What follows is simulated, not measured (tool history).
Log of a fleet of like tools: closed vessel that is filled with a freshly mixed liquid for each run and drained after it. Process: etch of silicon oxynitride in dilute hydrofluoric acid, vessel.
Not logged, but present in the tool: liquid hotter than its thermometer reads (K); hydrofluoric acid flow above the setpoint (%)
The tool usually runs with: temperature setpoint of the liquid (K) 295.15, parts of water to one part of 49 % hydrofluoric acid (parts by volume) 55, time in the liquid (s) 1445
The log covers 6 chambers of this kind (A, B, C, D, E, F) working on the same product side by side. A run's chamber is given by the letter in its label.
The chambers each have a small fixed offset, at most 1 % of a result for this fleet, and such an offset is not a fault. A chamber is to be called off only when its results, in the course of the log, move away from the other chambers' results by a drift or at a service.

| run | day | temperature setpoint of the liquid (K) | parts of water to one part of 49 % hydrofluoric acid (parts by volume) | time in the liquid (s) | hours since the thermometer was replaced | hours since the hydrofluoric acid flow meter was replaced | read-back film thickness of the silicon oxynitride reference wafer, read on the same gauge (nm) | thickness taken off the silicon oxynitride on a monitor wafer (nm) |
|---|---|---|---|---|---|---|---|---|
| 1C | 0.117 | 295.15 | 55 | 1445 | 854.3 | 853.4 | 59.987 | 44.127 |
| 2F | 0.258 | 295.15 | 55 | 1445 | 322.3 | 1195 | 60.007 | 44.531 |
| 3B | 0.388 | 295.15 | 55 | 1445 | 805.4 | 1428.6 | 60.006 | 44.132 |
| 4A | 0.612 | 295.15 | 55 | 1445 | 2461 | 791 | 59.998 | 44.631 |
| 5E | 0.746 | 292.65 | 65 | 1445 | 1306.2 | 1910.5 | 60.019 | 32.909 |
| 6D | 0.879 | 292.65 | 65 | 1445 | 829.3 | 184 | 59.998 | 32.251 |
| 7D | 1.017 | 292.65 | 65 | 1445 | 832.6 | 187.3 | 59.983 | 32.346 |
| 8A | 1.225 | 292.65 | 65 | 1445 | 2475.7 | 805.7 | 60.018 | 33.023 |
| 9C | 1.367 | 292.65 | 65 | 1445 | 884.3 | 883.4 | 60.001 | 32.332 |
| 10B | 1.479 | 292.65 | 65 | 1445 | 831.6 | 1454.8 | 59.986 | 33.061 |
| 11E | 1.625 | 295.15 | 55 | 1445 | 1327.3 | 1931.6 | 59.985 | 44.358 |
| 12F | 1.729 | 295.15 | 55 | 1445 | 357.6 | 1230.3 | 59.996 | 45.343 |
|  | 1.904 | chamber C: thermometer replaced |
| 13D | 1.938 | 295.15 | 55 | 1445 | 854.7 | 209.4 | 60.017 | 43.751 |
| 14F | 2.104 | 295.15 | 80 | 1445 | 366.6 | 1239.3 | 59.998 | 30.91 |
| 15E | 2.308 | 295.15 | 80 | 1445 | 1343.7 | 1948 | 59.992 | 29.985 |
|  | 2.329 | chamber D: thermometer replaced |
| 16C | 2.521 | 295.15 | 80 | 1445 | 14.9 | 911.1 | 59.997 | 29.749 |
| 17A | 2.729 | 295.15 | 80 | 1445 | 2511.8 | 841.8 | 59.982 | 29.889 |
| 18B | 2.917 | 295.15 | 80 | 1445 | 866.1 | 1489.3 | 60.004 | 30.145 |
| 19E | 3.058 | 295.15 | 80 | 1445 | 1361.7 | 1966 | 59.986 | 30.018 |
| 20A | 3.229 | 295.15 | 55 | 1445 | 2523.8 | 853.8 | 59.998 | 44.69 |
| 21B | 3.329 | 295.15 | 55 | 1445 | 876 | 1499.2 | 59.991 | 44.358 |
| 22F | 3.446 | 295.15 | 55 | 1445 | 398.8 | 1271.5 | 59.996 | 46.184 |
| 23D | 3.675 | 295.15 | 85 | 1445 | 32.3 | 251.1 | 59.991 | 27.713 |
| 24C | 3.808 | 295.15 | 85 | 1445 | 45.8 | 942 | 60.006 | 27.779 |
| 25F | 3.958 | 295.15 | 85 | 1445 | 411.1 | 1283.8 | 60.002 | 29.809 |
| 26E | 4.104 | 295.15 | 85 | 1445 | 1386.8 | 1991.1 | 59.996 | 28.105 |
| 27D | 4.267 | 295.15 | 85 | 1445 | 46.5 | 265.3 | 59.992 | 27.62 |
| 28C | 4.446 | 295.15 | 85 | 1445 | 61.1 | 957.3 | 59.994 | 27.68 |
| 29B | 4.546 | 295.15 | 55 | 1445 | 905.2 | 1528.4 | 60.029 | 44.19 |
| 30A | 4.708 | 295.15 | 55 | 1445 | 2559.3 | 889.3 | 59.989 | 44.546 |
| 31B | 4.908 | 295.15 | 55 | 1445 | 913.9 | 1537.1 | 60.005 | 44.26 |
| 32C | 5.075 | 295.15 | 55 | 1445 | 76.2 | 972.4 | 59.988 | 44.296 |
| 33E | 5.279 | 295.15 | 55 | 1445 | 1415 | 2019.3 | 59.997 | 44.039 |
| 34D | 5.475 | 295.15 | 55 | 1445 | 75.5 | 294.3 | 60.01 | 43.552 |
| 35F | 5.625 | 295.15 | 55 | 1445 | 451.1 | 1323.8 | 59.997 | 47.528 |
| 36A | 5.758 | 295.15 | 55 | 1445 | 2584.5 | 914.5 | 60.029 | 44.419 |

Is one chamber out of step, is the gauge drifting, or do the chambers differ by no more than their own small offsets? For an off chamber, give its letter and the likeliest cause.

Chamber F drifts away from the others.
Cause: hydrofluoric acid flow above the setpoint (%) = 6.37.
With only this log, it may be confused with: liquid hotter than its thermometer reads (K).

Below are 4 candidate recipes for chamber F's next run, each the usual settings with a change, their results shown as question marks. Which of them brings F's results back in line with what the other chambers give on the usual settings?
In-line tolerance around the mean of the other chambers on the usual settings: thickness taken off the silicon oxynitride on a monitor wafer (nm) 0.77
| 37F-1 | 5.921 | 296.65 | 55 | 1445 |  |  |  | ? |
| 37F-2 | 5.921 | 295.15 | 55 | 1405 |  |  |  | ? |
| 37F-3 | 5.921 | 295.15 | 55 | 1485 |  |  |  | ? |
| 37F-4 | 5.921 | 293.65 | 55 | 1445 |  |  |  | ? |

The other chambers' mean on the usual settings: thickness taken off the silicon oxynitride on a monitor wafer (nm) 44.19
| run | thickness taken off the silicon oxynitride on a monitor wafer (nm) |
|---|---|
| 37F-1 | 51.086 |
| 37F-2 | 46.115 |
| 37F-3 | 48.741 |
| 37F-4 | 43.993 |
With 37F-4, the chamber falls back in line with the rest.
